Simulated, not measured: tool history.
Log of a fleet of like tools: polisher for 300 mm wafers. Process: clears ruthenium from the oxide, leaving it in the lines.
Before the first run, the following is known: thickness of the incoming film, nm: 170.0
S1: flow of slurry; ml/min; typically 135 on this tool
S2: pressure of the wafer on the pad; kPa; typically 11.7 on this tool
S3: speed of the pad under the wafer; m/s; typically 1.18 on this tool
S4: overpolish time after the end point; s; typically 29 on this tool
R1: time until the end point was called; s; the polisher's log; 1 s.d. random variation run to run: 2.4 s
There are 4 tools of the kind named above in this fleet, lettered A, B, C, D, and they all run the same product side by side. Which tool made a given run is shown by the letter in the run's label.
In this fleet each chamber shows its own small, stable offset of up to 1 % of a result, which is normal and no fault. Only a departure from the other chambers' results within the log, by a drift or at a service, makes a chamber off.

run   hour   S1    S2    S3  S4      R1
 1D    4.3  135  11.7  1.18  29  141.41
 2B   11.2  135  11.7  1.18  29  139.07
 3C   16.1  135  11.7  1.18  29  144.47
 4A   20.8  135  11.7  1.18  29  139.20
 5A   26.4  135  11.7  1.18  29  137.27
 6C   35.6  135  11.7  1.18  29  138.79
 7D   43.2  135  11.7  1.18  29  138.26
      44.5  -- chamber B: worn pad replaced by a new one
      46.0  -- chamber A: worn pad replaced by a new one
 8B   50.4  135  11.7  1.18  29  138.01
 9A   59.3  135  11.7  1.18  29  141.85
10B   67.4  135  11.7  1.18  29  143.78
      71.0  -- chamber C: head pressure recalibrated
11C   73.3  135  11.7  1.18  29  143.17
12D   78.6  135  11.7  1.18  29  137.53
      82.3  -- chamber D: worn pad replaced by a new one
13C   85.7  135  11.7  1.18  29  142.36
14A   94.0  135  11.7  1.18  29  144.81
15D  101.8  135  13.1  1.18  37  122.16
16B  106.2  135  13.1  1.18  37  123.19
     108.8  -- chamber A: worn pad replaced by a new one
17B  114.9  135  13.1  1.18  37  126.23
18C  121.6  135  13.1  1.18  37  132.36
19D  125.8  135  11.7  1.18  29  136.03
20A  130.6  135  11.7  1.18  29  141.41
21C  134.9  115  14.5  1.18  29  123.38
22D  142.2  115  14.5  1.18  29  117.60
     143.8  -- chamber B: worn pad replaced by a new one
23A  150.7  115  14.5  1.18  29  118.21
     156.1  -- chamber B: slurry nozzle cleaned
24B  156.6  115  14.5  1.18  29  121.29
25C  164.3  135  11.7  1.18  29  147.36
     168.3  -- chamber A: head pressure recalibrated
26A  171.3  135  11.7  1.18  29  141.49
     175.1  -- chamber A: worn pad replaced by a new one
27B  176.9  135  11.7  1.18  29  140.92
28D  184.0  135  11.7  1.18  29  137.12
29A  193.4  135  11.7  1.18  29  141.88

The same settings go to every chamber for the next run, one line per chamber below. Forecast the results for each:
30A  200.2  160  11.7  1.18  29   ?
30B  200.2  160  11.7  1.18  29   ?
30C  200.2  160  11.7  1.18  29   ?
30D  200.2  160  11.7  1.18  29   ?

run      R1
30A  137.51
30B  135.12
30C  148.50
30D  137.32
